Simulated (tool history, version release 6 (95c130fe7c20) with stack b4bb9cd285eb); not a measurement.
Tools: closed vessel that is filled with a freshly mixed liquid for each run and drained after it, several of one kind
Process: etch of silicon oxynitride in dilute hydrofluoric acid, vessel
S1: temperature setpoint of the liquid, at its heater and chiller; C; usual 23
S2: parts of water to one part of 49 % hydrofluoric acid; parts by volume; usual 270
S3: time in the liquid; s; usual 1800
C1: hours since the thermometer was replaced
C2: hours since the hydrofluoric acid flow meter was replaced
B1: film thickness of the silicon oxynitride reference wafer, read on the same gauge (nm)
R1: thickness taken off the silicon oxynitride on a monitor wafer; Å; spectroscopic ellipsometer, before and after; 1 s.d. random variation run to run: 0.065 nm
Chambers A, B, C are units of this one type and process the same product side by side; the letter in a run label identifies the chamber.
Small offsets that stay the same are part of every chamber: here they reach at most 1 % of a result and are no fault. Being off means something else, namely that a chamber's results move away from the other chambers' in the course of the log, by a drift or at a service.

run   hour    S1   S2    S3      C1      C2      B1      R1
 1B    4.1    23  270  1800  1708.5   101.5  80.011  136.27
 2C    8.4    23  270  1800   741.3  1843.7  80.029  137.16
 3A   12.5    23  270  1800     343  1488.6  80.021  138.12
 4B   16.6    23  270  1800    1721     114  80.033  137.31
 5C   20.1    23  270  1800     753  1855.4   79.99  136.42
 6A   23.1    23  270  1800   353.6  1499.2  79.998  138.08
 7C   26.8    23  270  1800   759.7  1862.1  79.992  137.99
 8B   29.9  25.5  155  1800  1734.3   127.3  80.003     292
 9A   33.2  25.5  155  1800   363.7  1509.3  80.017  294.78
10A   36.4  25.5  155  1800   366.9  1512.5  80.048   294.3
11C   38.4    23  270  1800   771.3  1873.7   80.04  137.42
12B   41.8  20.5  270  1800  1746.2   139.2   80.01  122.48
13B     44  20.5  270  1800  1748.4   141.4  80.012  122.52
14C   46.2  20.5  270  1800   779.1  1881.5  80.023  124.49
15A   50.3    23  270  1800   380.8  1526.4   80.03  138.57
16A   52.5    23  270  1800     383  1528.6  79.976   136.8
17C   55.2    23  270  1800   788.1  1890.5  80.012  140.02
18B   57.7    23  270  1800  1762.1   155.1  79.986  137.93
19A   61.8    23  270  1800   392.3  1537.9  79.986  137.81
20B   64.2    23  270  1800  1768.6   161.6  80.027  136.43
21C   68.2    23  270  1800   801.1  1903.5  79.946  139.97
22C   70.7    23  270  1800   803.6    1906  79.994  139.45
23B   73.6    23  270  1800    1778     171  80.005  136.78
24A     77    23  270  1800   407.5  1553.1  79.967  137.23
25B   79.6    23  270  1800    1784     177  80.024  137.09
26A   83.5    23  270  1800     414  1559.6  80.052  137.69
27C   86.2    23  270  1800   819.1  1921.5  79.998   142.4
28A   88.2  25.5  270  1800   418.7  1564.3  80.006   152.7
29C   90.5  25.5  270  1800   823.4  1925.8  79.996   156.5
30B   94.9  25.5  270  1800  1799.3   192.3  80.049  151.13
31B   97.1    23  270  1800  1801.5   194.5  80.021   137.3
32A  100.9    23  270  1800   431.4    1577      80  137.32
33C  105.3    23  270  1800   838.2  1940.6  79.988   142.4
34B  107.2    23  270  1800  1811.6   204.6      80  138.28
35A  111.5    23  270  1800     442  1587.6   80.02  137.38
36C  113.8    23  270  1800   846.7  1949.1  79.957  142.17
37C  115.9    23  270  1800   848.8  1951.2      80  142.46
38B  118.4    23  270  1800  1822.8   215.8  79.968   137.5
39A  122.7    23  270  1800   453.2  1598.8  79.958  137.52

For the next run the whole fleet of 3 chambers uses the same settings. Give each chamber's results:
40A  125.9  23  270  1800               ?
40B  125.9  23  270  1800               ?
40C  125.9  23  270  1800               ?

run      R1
40A  137.22
40B  137.14
40C  143.61
